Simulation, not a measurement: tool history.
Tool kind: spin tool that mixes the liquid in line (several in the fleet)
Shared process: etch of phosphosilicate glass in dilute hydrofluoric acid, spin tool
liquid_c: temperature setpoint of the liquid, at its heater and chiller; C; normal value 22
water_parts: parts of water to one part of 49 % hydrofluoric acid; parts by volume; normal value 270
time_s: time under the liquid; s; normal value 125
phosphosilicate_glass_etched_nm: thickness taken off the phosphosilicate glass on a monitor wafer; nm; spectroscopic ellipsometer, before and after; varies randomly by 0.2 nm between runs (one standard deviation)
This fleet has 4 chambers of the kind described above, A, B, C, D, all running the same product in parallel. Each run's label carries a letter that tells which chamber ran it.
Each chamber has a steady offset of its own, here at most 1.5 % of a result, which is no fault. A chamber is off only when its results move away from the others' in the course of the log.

| run | day | liquid_c | water_parts | time_s | read-back film thickness of the phosphosilicate glass reference wafer, read on the same gauge (nm) | phosphosilicate_glass_etched_nm |
|---|---|---|---|---|---|---|
| 1A | 0.154 | 22 | 270 | 125 | 30.002 | 58.657 |
| 2B | 0.35 | 22 | 270 | 125 | 30.011 | 58.286 |
| 3C | 0.575 | 22 | 270 | 125 | 30.023 | 58.339 |
| 4D | 0.85 | 22 | 270 | 125 | 30.003 | 57.766 |
| 5D | 1.108 | 22 | 270 | 125 | 29.987 | 57.622 |
| 6C | 1.383 | 18.5 | 365 | 125 | 30.003 | 35.054 |
| 7A | 1.583 | 18.5 | 365 | 125 | 29.999 | 35.023 |
| 8B | 1.817 | 18.5 | 365 | 125 | 30.013 | 35.246 |
| 9C | 1.938 | 18.5 | 365 | 125 | 30 | 35.204 |
| 10D | 2.171 | 22 | 270 | 125 | 29.995 | 58.044 |
| 11B | 2.358 | 22 | 270 | 125 | 30.008 | 58.267 |
| 12A | 2.629 | 22 | 270 | 170 | 30.009 | 79.147 |
| 13B | 2.754 | 22 | 270 | 170 | 30.014 | 79.862 |
|  | 2.946 | chamber A: hydrofluoric acid flow meter replaced |
| 14A | 2.996 | 22 | 270 | 170 | 29.981 | 79.464 |
| 15C | 3.167 | 22 | 270 | 170 | 29.999 | 79.451 |
| 16D | 3.308 | 22 | 270 | 125 | 30.006 | 57.77 |
| 17C | 3.575 | 22 | 375 | 90 | 30.011 | 27.488 |
| 18D | 3.708 | 22 | 375 | 90 | 29.994 | 27.062 |
| 19A | 3.912 | 22 | 375 | 90 | 30.022 | 27.573 |
| 20B | 4.167 | 22 | 375 | 90 | 29.997 | 27.516 |
| 21D | 4.296 | 22 | 270 | 125 | 29.999 | 58.152 |
| 22C | 4.412 | 22 | 270 | 125 | 29.987 | 58.596 |
| 23B | 4.642 | 22 | 270 | 125 | 29.976 | 58.617 |
| 24A | 4.908 | 22 | 270 | 125 | 29.999 | 58.567 |
| 25D | 5.142 | 22 | 270 | 125 | 30.022 | 57.725 |
| 26C | 5.271 | 22 | 270 | 125 | 29.991 | 58.588 |
| 27B | 5.546 | 22 | 270 | 125 | 30.018 | 58.501 |
| 28A | 5.767 | 22 | 365 | 175 | 29.994 | 55.477 |

What goes on in this fleet: one chamber off, a drifting gauge, or nothing beyond the chambers' own small offsets? Name the chamber and the cause, if any.

Neither any chamber nor the gauge drifts; the chambers differ only by their own small, steady offsets.
